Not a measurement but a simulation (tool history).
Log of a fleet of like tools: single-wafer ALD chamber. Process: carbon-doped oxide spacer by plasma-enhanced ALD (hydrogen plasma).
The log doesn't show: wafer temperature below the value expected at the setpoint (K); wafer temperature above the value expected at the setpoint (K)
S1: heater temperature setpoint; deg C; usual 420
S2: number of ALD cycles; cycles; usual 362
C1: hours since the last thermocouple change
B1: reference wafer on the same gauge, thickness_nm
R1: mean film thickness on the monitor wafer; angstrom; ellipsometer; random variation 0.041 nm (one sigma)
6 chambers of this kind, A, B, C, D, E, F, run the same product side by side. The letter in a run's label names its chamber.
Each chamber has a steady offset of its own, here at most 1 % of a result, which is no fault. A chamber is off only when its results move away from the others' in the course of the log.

{"run": "1D", "day": 0.188, "S1": 420, "S2": 362, "C1": 687.6, "B1": 17.496, "R1": 169.59}
{"run": "2C", "day": 0.308, "S1": 420, "S2": 362, "C1": 1209.2, "B1": 17.493, "R1": 171.48}
{"run": "3B", "day": 0.433, "S1": 420, "S2": 362, "C1": 769.7, "B1": 17.498, "R1": 172.12}
{"run": "4F", "day": 0.538, "S1": 420, "S2": 362, "C1": 155.9, "B1": 17.504, "R1": 169.7}
{"run": "5E", "day": 0.75, "S1": 420, "S2": 362, "C1": 1200.9, "B1": 17.507, "R1": 169.85}
{"run": "6A", "day": 0.904, "S1": 420, "S2": 362, "C1": 300, "B1": 17.501, "R1": 170.25}
{"run": "7D", "day": 1.108, "S1": 420, "S2": 362, "C1": 709.7, "B1": 17.502, "R1": 170.13}
{"run": "8A", "day": 1.288, "S1": 412, "S2": 320, "C1": 309.2, "B1": 17.496, "R1": 154.31}
{"run": "9B", "day": 1.392, "S1": 412, "S2": 320, "C1": 792.7, "B1": 17.498, "R1": 155.7}
{"run": "10C", "day": 1.596, "S1": 412, "S2": 320, "C1": 1240.1, "B1": 17.496, "R1": 155.34}
{"run": "11F", "day": 1.7, "S1": 412, "S2": 320, "C1": 183.8, "B1": 17.502, "R1": 153.36}
{"run": "12E", "day": 1.862, "S1": 412, "S2": 320, "C1": 1227.6, "B1": 17.505, "R1": 154.4}
{"run": "13E", "day": 2.025, "S1": 412, "S2": 320, "C1": 1231.5, "B1": 17.494, "R1": 154.46}
{"run": "14F", "day": 2.175, "S1": 420, "S2": 362, "C1": 195.2, "B1": 17.495, "R1": 169.83}
{"run": "15A", "day": 2.35, "S1": 406, "S2": 399, "C1": 334.7, "B1": 17.5, "R1": 196.9}
{"run": "16D", "day": 2.542, "S1": 406, "S2": 399, "C1": 744.1, "B1": 17.501, "R1": 195.9}
{"run": "17B", "day": 2.704, "S1": 406, "S2": 399, "C1": 824.2, "B1": 17.493, "R1": 197.64}
{"run": "18C", "day": 2.917, "S1": 406, "S2": 399, "C1": 1271.8, "B1": 17.495, "R1": 196.38}
{"run": "19B", "day": 3.067, "S1": 406, "S2": 399, "C1": 832.9, "B1": 17.504, "R1": 196.45}
{"run": "20D", "day": 3.204, "S1": 406, "S2": 399, "C1": 760, "B1": 17.505, "R1": 196.26}
{"run": "21F", "day": 3.312, "S1": 408, "S2": 362, "C1": 222.5, "B1": 17.497, "R1": 175.23}
{"run": "22E", "day": 3.512, "S1": 408, "S2": 362, "C1": 1267.2, "B1": 17.504, "R1": 176.98}
{"run": "23A", "day": 3.725, "S1": 408, "S2": 362, "C1": 367.7, "B1": 17.506, "R1": 176.99}
{"run": "24C", "day": 3.875, "S1": 408, "S2": 362, "C1": 1294.8, "B1": 17.498, "R1": 177.48}
{"run": "25D", "day": 4.017, "S1": 408, "S2": 362, "C1": 779.5, "B1": 17.499, "R1": 176.2}
{"run": "26B", "day": 4.162, "S1": 408, "S2": 362, "C1": 859.2, "B1": 17.489, "R1": 178.21}
{"run": "27C", "day": 4.371, "S1": 420, "S2": 362, "C1": 1306.7, "B1": 17.503, "R1": 170.7}
{"run": "28E", "day": 4.575, "S1": 420, "S2": 362, "C1": 1292.7, "B1": 17.505, "R1": 171.03}
{"run": "29F", "day": 4.783, "S1": 420, "S2": 362, "C1": 257.8, "B1": 17.498, "R1": 169.22}
{"run": "30A", "day": 4.992, "S1": 420, "S2": 362, "C1": 398.1, "B1": 17.509, "R1": 170.57}
{"run": "31B", "day": 5.146, "S1": 420, "S2": 362, "C1": 882.8, "B1": 17.511, "R1": 171.64}
{"run": "32D", "day": 5.329, "S1": 420, "S2": 362, "C1": 811, "B1": 17.497, "R1": 169.9}
{"run": "33F", "day": 5.467, "S1": 431, "S2": 341, "C1": 274.2, "B1": 17.497, "R1": 153.64}
{"run": "34E", "day": 5.675, "S1": 431, "S2": 341, "C1": 1319.1, "B1": 17.496, "R1": 153.97}
{"run": "35A", "day": 5.833, "S1": 431, "S2": 341, "C1": 418.3, "B1": 17.514, "R1": 154.94}
{"run": "36C", "day": 6.008, "S1": 431, "S2": 341, "C1": 1346, "B1": 17.504, "R1": 156.05}
{"run": "37D", "day": 6.212, "S1": 431, "S2": 341, "C1": 832.2, "B1": 17.507, "R1": 154.65}
{"run": "38B", "day": 6.379, "S1": 431, "S2": 341, "C1": 912.4, "B1": 17.506, "R1": 155.81}
{"run": "39F", "day": 6.571, "S1": 420, "S2": 362, "C1": 300.7, "B1": 17.51, "R1": 168.79}
{"run": "40E", "day": 6.754, "S1": 420, "S2": 362, "C1": 1345, "B1": 17.503, "R1": 171.53}
{"run": "41A", "day": 6.967, "S1": 420, "S2": 362, "C1": 445.5, "B1": 17.497, "R1": 170.18}

All 6 chambers run these settings next. Forecast each chamber's results:
{"run": "42A", "day": 7.129, "S1": 420, "S2": 315, "R1": "?"}
{"run": "42B", "day": 7.129, "S1": 420, "S2": 315, "R1": "?"}
{"run": "42C", "day": 7.129, "S1": 420, "S2": 315, "R1": "?"}
{"run": "42D", "day": 7.129, "S1": 420, "S2": 315, "R1": "?"}
{"run": "42E", "day": 7.129, "S1": 420, "S2": 315, "R1": "?"}
{"run": "42F", "day": 7.129, "S1": 420, "S2": 315, "R1": "?"}

run=42A R1=148.21
run=42B R1=149.2
run=42C R1=149.3
run=42D R1=148.16
run=42E R1=148.24
run=42F R1=148.02
